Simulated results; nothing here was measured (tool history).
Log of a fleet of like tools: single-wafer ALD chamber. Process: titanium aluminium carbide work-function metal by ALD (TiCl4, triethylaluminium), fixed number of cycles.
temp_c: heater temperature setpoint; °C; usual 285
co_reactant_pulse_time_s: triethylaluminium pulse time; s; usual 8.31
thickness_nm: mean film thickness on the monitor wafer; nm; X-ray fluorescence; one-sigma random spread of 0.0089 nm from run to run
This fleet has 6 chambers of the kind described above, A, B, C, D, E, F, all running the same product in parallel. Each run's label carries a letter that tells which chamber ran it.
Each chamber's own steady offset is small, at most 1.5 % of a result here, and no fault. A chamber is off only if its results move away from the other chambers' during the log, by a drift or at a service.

run   hour  temp_c  co_reactant_pulse_time_s  hours since the last thermocouple change  hours since the last triethylaluminium bottle change  read-back reference wafer on the same gauge, thickness_nm  thickness_nm
 1E    3.1     285                      8.31                                     483.8                                                  46.3                                                     2.1423        1.8297
 2C    7.0     285                      8.31                                     290.5                                                 958.9                                                     2.1380        1.8083
 3A   12.0     285                      8.31                                    2297.3                                                  82.2                                                     2.1387        1.8283
 4D   16.5     285                      8.31                                     972.6                                                 478.0                                                     2.1408        1.8247
 5B   21.3     285                      8.31                                    2827.1                                                 693.0                                                     2.1395        1.8108
 6F   26.9     285                      8.31                                     233.5                                                1203.5                                                     2.1406        1.8005
 7B   30.7     285                      8.31                                    2836.5                                                 702.4                                                     2.1391        1.8248
 8A   36.3     285                      8.31                                    2321.6                                                 106.5                                                     2.1425        1.8243
 9E   40.2     285                      8.31                                     520.9                                                  83.4                                                     2.1422        1.8138
10F   45.5     285                      8.31                                     252.1                                                1222.1                                                     2.1391        1.7871
11C   49.2     285                      8.31                                     332.7                                                1001.1                                                     2.1394        1.8003
12D   53.6     285                      8.31                                    1009.7                                                 515.1                                                     2.1372        1.8207
13B   57.5     291                      5.17                                    2863.3                                                 729.2                                                     2.1375        1.6620
14F   62.7     291                      5.17                                     269.3                                                1239.3                                                     2.1407        1.6261
15A   67.1     291                      5.17                                    2352.4                                                 137.3                                                     2.1436        1.6522
16D   71.0     291                      5.17                                    1027.1                                                 532.5                                                     2.1399        1.6376
17C   74.2     291                      5.17                                     357.7                                                1026.1                                                     2.1407        1.6220
18E   78.0     291                      5.17                                     558.7                                                 121.2                                                     2.1397        1.6507
19E   82.0     285                      8.31                                     562.7                                                 125.2                                                     2.1392        1.8311
20A   87.4     285                      8.31                                    2372.7                                                 157.6                                                     2.1390        1.8238
      87.6  -- chamber B: thermocouple changed; heater temperature recalibrated
21B   93.0     285                      8.31                                       5.5                                                 764.7                                                     2.1409        1.8011
22F   96.0     285                      8.31                                     302.6                                                1272.6                                                     2.1403        1.8084
23C   99.2     285                      8.31                                     382.7                                                1051.1                                                     2.1399        1.7967
24D  104.6     285                      8.31                                    1060.7                                                 566.1                                                     2.1419        1.8334
25B  109.4     285                      8.31                                      21.9                                                 781.1                                                     2.1411        1.7807
26C  112.0     285                      8.31                                     395.5                                                1063.9                                                     2.1415        1.8153
27A  117.9     285                      8.31                                    2403.2                                                 188.1                                                     2.1390        1.8249
28E  121.5     285                      8.31                                     602.2                                                 164.7                                                     2.1400        1.8063
29D  124.1     285                      8.31                                    1080.2                                                 585.6                                                     2.1445        1.8230
30F  129.6     285                      8.31                                     336.2                                                1306.2                                                     2.1406        1.7943
31A  133.6     285                      8.31                                    2418.9                                                 203.8                                                     2.1399        1.8222
32F  138.5     285                      8.31                                     345.1                                                1315.1                                                     2.1405        1.7994
33B  141.7     285                      8.31                                      54.2                                                 813.4                                                     2.1372        1.7362
34E  146.2     285                      8.31                                     626.9                                                 189.4                                                     2.1373        1.8154
35C  150.5     293                     11.25                                     434.0                                                1102.4                                                     2.1383        1.9470
36D  154.8     293                     11.25                                    1110.9                                                 616.3                                                     2.1381        1.9643
37A  159.4     293                     11.25                                    2444.7                                                 229.6                                                     2.1416        1.9668
38E  162.8     293                     11.25                                     643.5                                                 206.0                                                     2.1417        1.9600

For the next run the whole fleet of 6 chambers uses the same settings. Give each chamber's results:
39A  167.1     285                      8.31                                                                                                                                                                        ?
39B  167.1     285                      8.31                                                                                                                                                                        ?
39C  167.1     285                      8.31                                                                                                                                                                        ?
39D  167.1     285                      8.31                                                                                                                                                                        ?
39E  167.1     285                      8.31                                                                                                                                                                        ?
39F  167.1     285                      8.31                                                                                                                                                                        ?

run  thickness_nm
39A        1.8158
39B        1.7265
39C        1.7947
39D        1.8239
39E        1.8041
39F        1.8007
